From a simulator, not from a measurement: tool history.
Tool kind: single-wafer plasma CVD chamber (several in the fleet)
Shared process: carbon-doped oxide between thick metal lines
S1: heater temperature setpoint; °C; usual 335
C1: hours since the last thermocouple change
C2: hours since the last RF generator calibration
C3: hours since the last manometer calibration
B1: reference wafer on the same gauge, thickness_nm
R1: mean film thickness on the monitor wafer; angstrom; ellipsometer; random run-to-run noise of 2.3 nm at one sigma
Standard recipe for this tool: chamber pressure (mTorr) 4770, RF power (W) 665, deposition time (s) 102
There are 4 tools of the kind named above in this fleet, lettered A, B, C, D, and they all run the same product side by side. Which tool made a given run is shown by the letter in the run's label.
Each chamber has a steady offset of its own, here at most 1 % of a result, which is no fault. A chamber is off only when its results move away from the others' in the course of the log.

run 1A hour=7.7 | S1=335 chamber_pressure_(mTorr)=4770 RF_power_(W)=665 deposition_time_(s)=102 | C1=416.5 C2=503.7 C3=286.9 | B1=591.28 | R1=6284.2
run 2B hour=14 | S1=335 chamber_pressure_(mTorr)=4770 RF_power_(W)=665 deposition_time_(s)=102 | C1=481.6 C2=503.3 C3=1183.5 | B1=591.24 | R1=6335.9
run 3C hour=24.2 | S1=335 chamber_pressure_(mTorr)=4770 RF_power_(W)=665 deposition_time_(s)=102 | C1=489.6 C2=440 C3=542.6 | B1=591.2 | R1=6348.3
run 4D hour=30.5 | S1=335 chamber_pressure_(mTorr)=4770 RF_power_(W)=665 deposition_time_(s)=102 | C1=347.9 C2=765 C3=1574.2 | B1=590.94 | R1=6324.8
run 5A hour=41.1 | S1=335 chamber_pressure_(mTorr)=4770 RF_power_(W)=665 deposition_time_(s)=102 | C1=449.9 C2=537.1 C3=320.3 | B1=591.48 | R1=6276.7
run 6C hour=49.5 | S1=335 chamber_pressure_(mTorr)=4770 RF_power_(W)=665 deposition_time_(s)=102 | C1=514.9 C2=465.3 C3=567.9 | B1=590.87 | R1=6357.1
run 7B hour=60.4 | S1=335 chamber_pressure_(mTorr)=4770 RF_power_(W)=665 deposition_time_(s)=102 | C1=528 C2=549.7 C3=1229.9 | B1=590.72 | R1=6353
run 8D hour=67.9 | S1=335 chamber_pressure_(mTorr)=4770 RF_power_(W)=665 deposition_time_(s)=102 | C1=385.3 C2=802.4 C3=1611.6 | B1=590.87 | R1=6307.3
run 9B hour=78.3 | S1=335 chamber_pressure_(mTorr)=4770 RF_power_(W)=665 deposition_time_(s)=102 | C1=545.9 C2=567.6 C3=1247.8 | B1=590.57 | R1=6365
run 10A hour=89.3 | S1=335 chamber_pressure_(mTorr)=4770 RF_power_(W)=665 deposition_time_(s)=102 | C1=498.1 C2=585.3 C3=368.5 | B1=591.81 | R1=6282.6
run 11C hour=101 | S1=335 chamber_pressure_(mTorr)=4770 RF_power_(W)=665 deposition_time_(s)=102 | C1=566.4 C2=516.8 C3=619.4 | B1=591.22 | R1=6368.8
run 12D hour=114.3 | S1=335 chamber_pressure_(mTorr)=4770 RF_power_(W)=665 deposition_time_(s)=102 | C1=431.7 C2=848.8 C3=1658 | B1=590.92 | R1=6312.1
run 13C hour=127.1 | S1=335 chamber_pressure_(mTorr)=4770 RF_power_(W)=665 deposition_time_(s)=102 | C1=592.5 C2=542.9 C3=645.5 | B1=591.39 | R1=6351
run 14D hour=136.6 | S1=335 chamber_pressure_(mTorr)=4770 RF_power_(W)=665 deposition_time_(s)=102 | C1=454 C2=871.1 C3=1680.3 | B1=590.95 | R1=6318.4
run 15B hour=145.9 | S1=335 chamber_pressure_(mTorr)=4770 RF_power_(W)=665 deposition_time_(s)=102 | C1=613.5 C2=635.2 C3=1315.4 | B1=591.19 | R1=6313.4
run 16A hour=156.2 | S1=335 chamber_pressure_(mTorr)=4770 RF_power_(W)=665 deposition_time_(s)=102 | C1=565 C2=652.2 C3=435.4 | B1=591.24 | R1=6243.3
run 17A hour=162.1 | S1=335 chamber_pressure_(mTorr)=4770 RF_power_(W)=665 deposition_time_(s)=102 | C1=570.9 C2=658.1 C3=441.3 | B1=591.1 | R1=6331.2
run 18B hour=173.7 | S1=335 chamber_pressure_(mTorr)=4770 RF_power_(W)=665 deposition_time_(s)=102 | C1=641.3 C2=663 C3=1343.2 | B1=591.18 | R1=6368
run 19D hour=183.5 | S1=335 chamber_pressure_(mTorr)=4770 RF_power_(W)=665 deposition_time_(s)=102 | C1=500.9 C2=918 C3=1727.2 | B1=590.82 | R1=6323.8
run 20C hour=196.2 | S1=345 chamber_pressure_(mTorr)=4770 RF_power_(W)=665 deposition_time_(s)=102 | C1=661.6 C2=612 C3=714.6 | B1=590.62 | R1=6217.4
run 21D hour=206.2 | S1=345 chamber_pressure_(mTorr)=4770 RF_power_(W)=665 deposition_time_(s)=102 | C1=523.6 C2=940.7 C3=1749.9 | B1=591.15 | R1=6156.7
run 22A hour=216.3 | S1=345 chamber_pressure_(mTorr)=4770 RF_power_(W)=665 deposition_time_(s)=102 | C1=625.1 C2=712.3 C3=495.5 | B1=590.71 | R1=6060.2
run 23B hour=223.2 | S1=345 chamber_pressure_(mTorr)=4770 RF_power_(W)=665 deposition_time_(s)=102 | C1=690.8 C2=712.5 C3=1392.7 | B1=591.35 | R1=6165.5
run 24C hour=232.1 | S1=335 chamber_pressure_(mTorr)=4770 RF_power_(W)=665 deposition_time_(s)=102 | C1=697.5 C2=647.9 C3=750.5 | B1=590.5 | R1=6353
run 25D hour=238.5 | S1=335 chamber_pressure_(mTorr)=4770 RF_power_(W)=665 deposition_time_(s)=102 | C1=555.9 C2=973 C3=1782.2 | B1=591.23 | R1=6285.6
run 26B hour=247.4 | S1=335 chamber_pressure_(mTorr)=4770 RF_power_(W)=665 deposition_time_(s)=102 | C1=715 C2=736.7 C3=1416.9 | B1=590.75 | R1=6378.3
run 27C hour=254.2 | S1=335 chamber_pressure_(mTorr)=4770 RF_power_(W)=665 deposition_time_(s)=102 | C1=719.6 C2=670 C3=772.6 | B1=590.73 | R1=6392.3
run 28A hour=262.4 | S1=327 chamber_pressure_(mTorr)=4770 RF_power_(W)=665 deposition_time_(s)=87 | C1=671.2 C2=758.4 C3=541.6 | B1=590.69 | R1=5499.3
run 29C hour=273 | S1=327 chamber_pressure_(mTorr)=4770 RF_power_(W)=665 deposition_time_(s)=87 | C1=738.4 C2=688.8 C3=791.4 | B1=590.67 | R1=5588.8
run 30A hour=283 | S1=327 chamber_pressure_(mTorr)=4770 RF_power_(W)=665 deposition_time_(s)=87 | C1=691.8 C2=779 C3=562.2 | B1=590.98 | R1=5528.3
run 31B hour=292 | S1=327 chamber_pressure_(mTorr)=4770 RF_power_(W)=665 deposition_time_(s)=87 | C1=759.6 C2=781.3 C3=1461.5 | B1=590.98 | R1=5540.7
run 32D hour=299.9 | S1=335 chamber_pressure_(mTorr)=4770 RF_power_(W)=665 deposition_time_(s)=102 | C1=617.3 C2=1034.4 C3=1843.6 | B1=591.45 | R1=6350.7
run 33D hour=307.4 | S1=342 chamber_pressure_(mTorr)=4770 RF_power_(W)=730 deposition_time_(s)=102 | C1=624.8 C2=1041.9 C3=1851.1 | B1=591.02 | R1=6497.3

Predict what each chamber gives when all 4 of them run the settings below next.
run 34A hour=317.1 | S1=335 chamber_pressure_(mTorr)=4770 RF_power_(W)=615 deposition_time_(s)=102 | R1=?
run 34B hour=317.1 | S1=335 chamber_pressure_(mTorr)=4770 RF_power_(W)=615 deposition_time_(s)=102 | R1=?
run 34C hour=317.1 | S1=335 chamber_pressure_(mTorr)=4770 RF_power_(W)=615 deposition_time_(s)=102 | R1=?
run 34D hour=317.1 | S1=335 chamber_pressure_(mTorr)=4770 RF_power_(W)=615 deposition_time_(s)=102 | R1=?

run=34A R1=5962.4
run=34B R1=6051.9
run=34C R1=6094.6
run=34D R1=6051.7

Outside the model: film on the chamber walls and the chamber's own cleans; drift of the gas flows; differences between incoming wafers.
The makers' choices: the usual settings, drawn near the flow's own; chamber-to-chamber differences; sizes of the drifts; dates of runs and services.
